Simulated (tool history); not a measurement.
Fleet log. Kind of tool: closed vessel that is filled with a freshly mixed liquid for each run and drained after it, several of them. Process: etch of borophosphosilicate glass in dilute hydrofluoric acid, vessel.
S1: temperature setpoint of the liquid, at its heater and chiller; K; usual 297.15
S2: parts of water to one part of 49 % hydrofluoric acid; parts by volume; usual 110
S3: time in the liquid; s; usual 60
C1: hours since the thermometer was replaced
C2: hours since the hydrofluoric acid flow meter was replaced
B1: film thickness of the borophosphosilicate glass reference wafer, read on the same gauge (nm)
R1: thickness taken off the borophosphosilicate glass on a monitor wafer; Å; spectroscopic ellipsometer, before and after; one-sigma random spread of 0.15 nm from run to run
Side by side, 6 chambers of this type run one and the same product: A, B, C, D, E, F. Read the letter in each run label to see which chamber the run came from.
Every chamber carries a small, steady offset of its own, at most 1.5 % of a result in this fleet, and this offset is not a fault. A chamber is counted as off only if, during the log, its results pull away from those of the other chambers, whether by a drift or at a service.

run	hour	S1	S2	S3	C1	C2	B1	R1
1D	4.3	297.15	110	60	625.0	1493.7	69.986	259.87
2F	9.3	297.15	110	60	53.0	78.8	70.002	252.49
3E	15.3	297.15	110	60	1134.3	994.1	70.005	253.85
4A	21.0	297.15	110	60	1248.8	213.6	70.000	256.97
5B	24.9	297.15	110	60	521.9	382.9	70.026	254.16
6C	30.9	297.15	110	60	2407.5	837.7	70.011	257.35
7B	34.4	297.15	110	60	531.4	392.4	70.004	251.45
8A	41.3	297.15	110	60	1269.1	233.9	70.005	257.33
9C	45.0	297.15	110	60	2421.6	851.8	69.992	256.53
10E	48.7	297.15	110	60	1167.7	1027.5	69.993	255.09
11D	53.6	297.15	110	60	674.3	1543.0	69.990	256.34
12F	58.3	297.15	110	60	102.0	127.8	70.005	251.14
13D	63.3	297.15	145	60	684.0	1552.7	70.005	187.51
14F	69.4	297.15	145	60	113.1	138.9	69.982	182.55
15A	73.3	297.15	145	60	1301.1	265.9	70.000	186.82
16C	77.9	297.15	145	60	2454.5	884.7	70.029	186.85
17B	84.3	297.15	145	60	581.3	442.3	70.002	183.61
18E	88.3	297.15	145	60	1207.3	1067.1	69.988	183.40
19D	94.8	297.15	110	60	715.5	1584.2	69.987	257.23
20F	98.2	297.15	110	60	141.9	167.7	69.993	250.14
21A	104.0	297.15	110	60	1331.8	296.6	70.031	260.64
22E	110.9	297.15	110	60	1229.9	1089.7	69.998	254.92
23C	117.0	297.15	110	60	2493.6	923.8	69.996	257.51
24B	123.0	297.15	110	60	620.0	481.0	70.010	253.35
25B	130.6	297.15	110	60	627.6	488.6	69.985	252.56
26F	134.0	293.15	145	60	177.7	203.5	70.020	159.77
27D	138.2	293.15	145	60	758.9	1627.6	70.001	160.51
28C	144.1	293.15	145	60	2520.7	950.9	69.983	159.39
29A	147.4	293.15	145	60	1375.2	340.0	69.989	164.20
# hour 152.7: chamber E: thermometer replaced
30E	152.9	293.15	145	60	0.3	1131.7	70.010	156.79
31C	158.2	293.15	145	60	2534.8	965.0	70.009	162.37
32B	165.2	297.15	110	60	662.2	523.2	69.995	250.66
33D	172.6	297.15	110	60	793.3	1662.0	69.988	252.91
34A	180.2	297.15	110	60	1408.0	372.8	69.983	264.11
35F	183.8	297.15	110	60	227.5	253.3	69.989	249.51
36E	188.9	297.15	110	60	36.3	1167.7	70.012	254.18
37E	193.3	297.15	110	35	40.7	1172.1	70.012	148.30

All chambers now run identical settings, listed one chamber a line with results as question marks. What results will each chamber show?
38A	198.9	297.15	60	60				?
38B	198.9	297.15	60	60				?
38C	198.9	297.15	60	60				?
38D	198.9	297.15	60	60				?
38E	198.9	297.15	60	60				?
38F	198.9	297.15	60	60				?

run	R1
38A	516.10
38B	492.42
38C	489.66
38D	500.19
38E	500.13
38F	482.55

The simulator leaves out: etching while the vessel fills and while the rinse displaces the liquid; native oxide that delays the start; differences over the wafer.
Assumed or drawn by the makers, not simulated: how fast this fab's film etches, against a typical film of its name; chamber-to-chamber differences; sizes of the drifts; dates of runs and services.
